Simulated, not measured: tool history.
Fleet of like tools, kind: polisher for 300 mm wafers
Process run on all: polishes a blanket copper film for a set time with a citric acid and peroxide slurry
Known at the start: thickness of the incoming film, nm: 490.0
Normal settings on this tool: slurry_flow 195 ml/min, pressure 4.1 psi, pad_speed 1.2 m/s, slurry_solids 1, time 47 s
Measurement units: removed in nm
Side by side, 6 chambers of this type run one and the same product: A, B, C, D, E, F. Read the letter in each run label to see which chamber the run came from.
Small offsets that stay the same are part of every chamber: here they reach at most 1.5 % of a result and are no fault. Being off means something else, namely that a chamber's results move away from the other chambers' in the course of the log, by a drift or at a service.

At day 0.038: chamber A: slurry blender recalibrated.
Run 1B, day 0.104: usual settings. Result: removed 170.05 nm.
Run 2C, day 0.225: usual settings. Result: removed 167.85 nm.
Run 3F, day 0.404: usual settings. Result: removed 173.63 nm.
Run 4E, day 0.504: usual settings. Result: removed 172.26 nm.
Run 5D, day 0.679: usual settings but time 58 s. Result: removed 207.34 nm.
Run 6A, day 0.817: usual settings but time 58 s. Result: removed 209.17 nm.
At day 0.883: chamber A: worn pad replaced by a new one.
Run 7F, day 0.975: usual settings but time 58 s. Result: removed 213.81 nm.
Run 8B, day 1.112: usual settings but time 58 s. Result: removed 207.92 nm.
Run 9E, day 1.238: usual settings but time 58 s. Result: removed 213.2 nm.
Run 10A, day 1.346: usual settings but time 58 s. Result: removed 209.36 nm.
Run 11C, day 1.483: usual settings. Result: removed 169.49 nm.
Run 12D, day 1.679: usual settings. Result: removed 168.32 nm.
At day 1.688: chamber B: worn pad replaced by a new one.
At day 1.783: chamber D: worn pad replaced by a new one.
Run 13E, day 1.867: usual settings. Result: removed 169.11 nm.
Run 14D, day 1.988: usual settings but pad_speed 1.38 m/s. Result: removed 192.65 nm.
Run 15C, day 2.096: usual settings but pad_speed 1.38 m/s. Result: removed 193.02 nm.
Run 16B, day 2.275: usual settings but pad_speed 1.38 m/s. Result: removed 194.78 nm.
At day 2.325: chamber F: slurry nozzle cleaned.
Run 17F, day 2.425: usual settings but pad_speed 1.38 m/s. Result: removed 196.02 nm.
Run 18A, day 2.629: usual settings but pad_speed 1.38 m/s. Result: removed 192.71 nm.
Run 19C, day 2.817: usual settings but pad_speed 1.38 m/s. Result: removed 191.61 nm.
At day 2.942: chamber A: worn pad replaced by a new one.
Run 20D, day 3.025: usual settings. Result: removed 168.51 nm.
Run 21F, day 3.121: usual settings. Result: removed 173.8 nm.
Run 22B, day 3.225: usual settings. Result: removed 167.75 nm.
Run 23A, day 3.317: usual settings but pressure 3.3 psi. Result: removed 139.54 nm.
Run 24E, day 3.504: usual settings but pressure 3.3 psi. Result: removed 135.61 nm.
At day 3.558: chamber E: worn pad replaced by a new one.
Run 25B, day 3.617: usual settings but pressure 3.3 psi. Result: removed 136.33 nm.
At day 3.658: chamber B: head pressure recalibrated.
Run 26C, day 3.817: usual settings but pressure 3.3 psi. Result: removed 134.1 nm.
Run 27E, day 3.996: usual settings but pressure 3.3 psi. Result: removed 137.65 nm.
At day 4.138: chamber F: slurry blender recalibrated.
Run 28D, day 4.175: usual settings but pressure 3.3 psi. Result: removed 135.47 nm.
At day 4.279: chamber D: worn pad replaced by a new one.
Run 29A, day 4.312: usual settings. Result: removed 169.78 nm.
At day 4.417: chamber C: worn pad replaced by a new one.
Run 30F, day 4.458: usual settings. Result: removed 173.33 nm.
At day 4.492: chamber F: worn pad replaced by a new one.
At day 4.542: chamber B: worn pad replaced by a new one.
Run 31B, day 4.625: usual settings. Result: removed 160.6 nm.
Run 32C, day 4.721: usual settings but pressure 5.1 psi, time 41 s. Result: removed 181.04 nm.
Run 33A, day 4.858: usual settings but pressure 5.1 psi, time 41 s. Result: removed 182.21 nm.
At day 4.946: chamber E: slurry blender recalibrated.
Run 34D, day 5.05: usual settings but pressure 5.1 psi, time 41 s. Result: removed 180.64 nm.
Run 35E, day 5.225: usual settings but pressure 5.1 psi, time 41 s. Result: removed 184.14 nm.
Run 36F, day 5.354: usual settings but pressure 5.1 psi, time 41 s. Result: removed 186.01 nm.
At day 5.375: chamber A: worn pad replaced by a new one.
At day 5.425: chamber E: slurry nozzle cleaned.
Run 37F, day 5.512: usual settings but pressure 5.1 psi, time 41 s. Result: removed 185.96 nm.
Run 38C, day 5.667: usual settings. Result: removed 169.24 nm.
Run 39E, day 5.804: usual settings but time 34 s. Result: removed 123.33 nm.
At day 5.95: chamber A: slurry blender recalibrated.
Run 40B, day 5.988: usual settings but time 34 s. Result: removed 115.28 nm.
Run 41D, day 6.083: usual settings but time 34 s. Result: removed 121.75 nm.
Run 42A, day 6.238: usual settings but time 34 s. Result: removed 122.62 nm.
Run 43E, day 6.362: usual settings but time 34 s. Result: removed 125.14 nm.
Run 44F, day 6.479: usual settings but time 34 s. Result: removed 123.94 nm.

Which is it: a chamber that has drifted or been left off by a service, a gauge drift common to all chambers, or only each chamber's usual small offset? If a chamber is off, name it and its likeliest cause.

A service on chamber B put it out of line with the rest.
Cause: head's pressure below its setpoint, % = 5.44.

Chamber B could run next with any of the 4 candidate recipes listed below; each alters the usual settings, and their results appear as question marks. Which one brings its results back in line with what the other chambers deliver on the usual settings?
Counts as in line when no further than this from what the other chambers average on the usual settings: removed 4.5 nm
Run 45B-1, day 6.629: usual settings but pressure 4 psi, pad_speed 1.16 m/s, time 45 s. Result: removed ?.
Run 45B-2, day 6.629: usual settings but pressure 4 psi, pad_speed 1.18 m/s, time 46 s. Result: removed ?.
Run 45B-3, day 6.629: usual settings but pressure 4.2 psi, pad_speed 1.22 m/s, time 48 s. Result: removed ?.
Run 45B-4, day 6.629: usual settings but pad_speed 1.26 m/s, time 50 s. Result: removed ?.

The other chambers' mean on the usual settings: removed 169.91 nm
  run  removed
45B-1   144.41
45B-2   150.09
45B-3   169.64
45B-4   178.11
Change 45B-3 lands the chamber within the allowed miss of the other chambers.
